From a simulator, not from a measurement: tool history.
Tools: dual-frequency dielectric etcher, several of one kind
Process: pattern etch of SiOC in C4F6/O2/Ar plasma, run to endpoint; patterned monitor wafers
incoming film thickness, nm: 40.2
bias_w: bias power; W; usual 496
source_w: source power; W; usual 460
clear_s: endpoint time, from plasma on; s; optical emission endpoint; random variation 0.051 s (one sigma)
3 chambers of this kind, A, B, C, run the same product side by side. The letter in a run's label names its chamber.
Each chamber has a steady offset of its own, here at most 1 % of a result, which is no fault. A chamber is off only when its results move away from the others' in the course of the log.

run,hour,bias_w,source_w,clear_s
1C,8.0,496,460,13.032
2B,12.5,496,460,12.783
3A,17.7,496,460,12.975
4B,23.4,496,460,12.772
5C,31.1,496,460,13.009
6A,35.4,496,460,13.042
7B,40.1,496,460,12.754
8A,47.1,496,460,12.932
9C,53.2,496,460,12.981
10B,57.3,496,460,12.942
11C,64.2,496,460,12.896
12A,70.1,496,460,12.823
13B,78.1,537,350,13.700
14A,85.3,537,350,13.763
15C,92.2,537,350,14.003
16C,99.9,496,460,12.978
17A,105.9,496,460,12.924
18B,111.3,587,540,11.287
19A,118.1,587,540,11.252
20C,125.6,587,540,11.519
# hour 131.2: chamber C: bias power generator calibrated
21B,133.3,496,460,12.789
22B,139.1,496,460,12.762
23A,144.6,496,460,12.664
24C,151.5,496,370,13.979
25A,156.7,496,370,13.612
26C,163.9,496,370,13.940

All 3 chambers run these settings next. Forecast each chamber's results:
27A,169.8,496,460,?
27B,169.8,496,460,?
27C,169.8,496,460,?

run,clear_s
27A,12.550
27B,12.815
27C,12.911
